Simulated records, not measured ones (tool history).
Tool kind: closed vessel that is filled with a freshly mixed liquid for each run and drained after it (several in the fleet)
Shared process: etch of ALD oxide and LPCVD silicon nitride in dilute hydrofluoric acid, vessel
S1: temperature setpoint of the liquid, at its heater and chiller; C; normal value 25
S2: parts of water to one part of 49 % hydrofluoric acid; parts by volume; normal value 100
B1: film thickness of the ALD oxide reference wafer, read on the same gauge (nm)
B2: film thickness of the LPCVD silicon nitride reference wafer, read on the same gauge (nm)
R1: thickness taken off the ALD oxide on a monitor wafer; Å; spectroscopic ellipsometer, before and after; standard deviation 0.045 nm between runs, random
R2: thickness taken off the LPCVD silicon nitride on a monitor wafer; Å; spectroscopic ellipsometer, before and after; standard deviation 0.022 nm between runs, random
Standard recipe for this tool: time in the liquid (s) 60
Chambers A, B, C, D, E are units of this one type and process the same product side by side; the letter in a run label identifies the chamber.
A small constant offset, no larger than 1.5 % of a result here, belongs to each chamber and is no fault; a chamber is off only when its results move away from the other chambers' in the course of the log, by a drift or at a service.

run 1C hour=3 | S1=25 S2=100 time_in_the_liquid_(s)=60 | B1=129.98 B2=69.968 | R1=102.45 R2=3.1985
run 2E hour=5.7 | S1=25 S2=100 time_in_the_liquid_(s)=60 | B1=129.99 B2=70.009 | R1=101.94 R2=3.025
run 3D hour=9.4 | S1=25 S2=100 time_in_the_liquid_(s)=60 | B1=130.01 B2=70.022 | R1=100.95 R2=3.1315
run 4A hour=12.7 | S1=25 S2=100 time_in_the_liquid_(s)=60 | B1=130.03 B2=70.035 | R1=102.44 R2=3.3964
run 5B hour=15.9 | S1=25 S2=100 time_in_the_liquid_(s)=60 | B1=129.99 B2=70.013 | R1=100.18 R2=3.3474
run 6B hour=20.6 | S1=25 S2=100 time_in_the_liquid_(s)=60 | B1=130.04 B2=70.026 | R1=100.86 R2=3.1153
run 7E hour=24.1 | S1=25 S2=100 time_in_the_liquid_(s)=60 | B1=129.99 B2=69.995 | R1=101.92 R2=2.7925
run 8A hour=27.3 | S1=25 S2=100 time_in_the_liquid_(s)=60 | B1=130.04 B2=69.97 | R1=102.26 R2=3.1786
run 9C hour=31.4 | S1=25 S2=100 time_in_the_liquid_(s)=60 | B1=129.97 B2=70.008 | R1=102.31 R2=2.9814
run 10D hour=33.9 | S1=25 S2=100 time_in_the_liquid_(s)=60 | B1=130 B2=70.039 | R1=100.85 R2=3.202
run 11A hour=36.2 | S1=25 S2=100 time_in_the_liquid_(s)=60 | B1=130 B2=69.944 | R1=101.66 R2=3.0343
run 12C hour=41.7 | S1=25 S2=100 time_in_the_liquid_(s)=60 | B1=129.98 B2=69.999 | R1=101.11 R2=2.8789
run 13B hour=46.4 | S1=25 S2=100 time_in_the_liquid_(s)=60 | B1=130.06 B2=70.002 | R1=101.24 R2=2.9286
run 14D hour=51.4 | S1=25 S2=100 time_in_the_liquid_(s)=60 | B1=129.99 B2=69.965 | R1=100.38 R2=2.9762
run 15E hour=56.8 | S1=25 S2=100 time_in_the_liquid_(s)=60 | B1=130 B2=70.025 | R1=101.67 R2=2.9805
run 16B hour=61.7 | S1=25 S2=100 time_in_the_liquid_(s)=60 | B1=129.99 B2=70.03 | R1=101.51 R2=3.1027
run 17C hour=66.8 | S1=25 S2=100 time_in_the_liquid_(s)=60 | B1=129.99 B2=69.962 | R1=101.06 R2=3.1084
run 18D hour=71.4 | S1=25 S2=100 time_in_the_liquid_(s)=60 | B1=130.01 B2=70.02 | R1=101.14 R2=3.134
run 19E hour=76.3 | S1=25 S2=100 time_in_the_liquid_(s)=60 | B1=130 B2=69.991 | R1=101.39 R2=3.216
run 20A hour=81 | S1=25 S2=100 time_in_the_liquid_(s)=60 | B1=129.96 B2=70.023 | R1=101.9 R2=3.1846
run 21B hour=84.8 | S1=25 S2=100 time_in_the_liquid_(s)=60 | B1=129.99 B2=70.054 | R1=100.46 R2=2.9648
run 22E hour=88.8 | S1=25 S2=100 time_in_the_liquid_(s)=60 | B1=130.02 B2=70 | R1=101.13 R2=3.314
run 23D hour=92.9 | S1=25 S2=100 time_in_the_liquid_(s)=60 | B1=130.01 B2=69.968 | R1=101.05 R2=3.4004
run 24A hour=96.4 | S1=25 S2=100 time_in_the_liquid_(s)=60 | B1=130.03 B2=70.052 | R1=101.86 R2=3.2095
run 25C hour=101.8 | S1=29.5 S2=100 time_in_the_liquid_(s)=60 | B1=130.02 B2=70.009 | R1=121.38 R2=4.2712
run 26E hour=106.6 | S1=29.5 S2=100 time_in_the_liquid_(s)=60 | B1=130.06 B2=70.008 | R1=120.93 R2=4.0525
run 27D hour=111.9 | S1=29.5 S2=100 time_in_the_liquid_(s)=60 | B1=130.01 B2=70.032 | R1=120.13 R2=3.6766
-- hour=112.5 chamber C: hydrofluoric acid flow meter replaced
run 28C hour=116.8 | S1=29.5 S2=100 time_in_the_liquid_(s)=60 | B1=130.03 B2=69.97 | R1=121.83 R2=4.3263
run 29B hour=122 | S1=29.5 S2=100 time_in_the_liquid_(s)=60 | B1=129.99 B2=70.036 | R1=120.34 R2=4.3322
run 30A hour=126.2 | S1=25 S2=100 time_in_the_liquid_(s)=60 | B1=130.01 B2=70.023 | R1=101.26 R2=3.1162
run 31A hour=131.4 | S1=25 S2=100 time_in_the_liquid_(s)=60 | B1=130.01 B2=70.014 | R1=101.97 R2=2.9763
run 32E hour=136.5 | S1=25 S2=100 time_in_the_liquid_(s)=60 | B1=130 B2=70.013 | R1=101.39 R2=3.1447
run 33B hour=140.7 | S1=25 S2=100 time_in_the_liquid_(s)=60 | B1=129.97 B2=70.047 | R1=100.77 R2=3.1044
run 34C hour=145.9 | S1=25 S2=100 time_in_the_liquid_(s)=60 | B1=130.01 B2=69.998 | R1=101.01 R2=3.2751
-- hour=149.7 chamber A: thermometer replaced
run 35D hour=150.7 | S1=25 S2=100 time_in_the_liquid_(s)=60 | B1=129.97 B2=69.953 | R1=101 R2=3.2372
run 36A hour=155.8 | S1=25 S2=100 time_in_the_liquid_(s)=60 | B1=129.98 B2=69.983 | R1=102.46 R2=3.1355
run 37B hour=159.6 | S1=25 S2=100 time_in_the_liquid_(s)=60 | B1=130 B2=70.056 | R1=99.924 R2=2.8693
run 38D hour=162.8 | S1=25 S2=100 time_in_the_liquid_(s)=60 | B1=129.98 B2=70.004 | R1=100.72 R2=2.8594
run 39E hour=166.6 | S1=25 S2=100 time_in_the_liquid_(s)=60 | B1=129.98 B2=70.025 | R1=101.31 R2=2.7276
run 40C hour=171.4 | S1=25 S2=100 time_in_the_liquid_(s)=60 | B1=129.98 B2=69.987 | R1=102.5 R2=2.8563
run 41A hour=176 | S1=25 S2=100 time_in_the_liquid_(s)=60 | B1=129.99 B2=70.005 | R1=101.38 R2=2.9756
run 42C hour=179.9 | S1=25 S2=100 time_in_the_liquid_(s)=60 | B1=129.99 B2=69.985 | R1=102.12 R2=2.7736
run 43E hour=184.8 | S1=25 S2=100 time_in_the_liquid_(s)=60 | B1=130.01 B2=69.992 | R1=101.08 R2=3.0087

For the next run the whole fleet of 5 chambers uses the same settings. Give each chamber's results:
run 44A hour=188.8 | S1=25 S2=100 time_in_the_liquid_(s)=60 | R1=? R2=?
run 44B hour=188.8 | S1=25 S2=100 time_in_the_liquid_(s)=60 | R1=? R2=?
run 44C hour=188.8 | S1=25 S2=100 time_in_the_liquid_(s)=60 | R1=? R2=?
run 44D hour=188.8 | S1=25 S2=100 time_in_the_liquid_(s)=60 | R1=? R2=?
run 44E hour=188.8 | S1=25 S2=100 time_in_the_liquid_(s)=60 | R1=? R2=?

run=44A R1=101.72 R2=3.1535
run=44B R1=100.48 R2=3.343
run=44C R1=101.35 R2=2.7149
run=44D R1=100.65 R2=2.9897
run=44E R1=102.15 R2=3.0827

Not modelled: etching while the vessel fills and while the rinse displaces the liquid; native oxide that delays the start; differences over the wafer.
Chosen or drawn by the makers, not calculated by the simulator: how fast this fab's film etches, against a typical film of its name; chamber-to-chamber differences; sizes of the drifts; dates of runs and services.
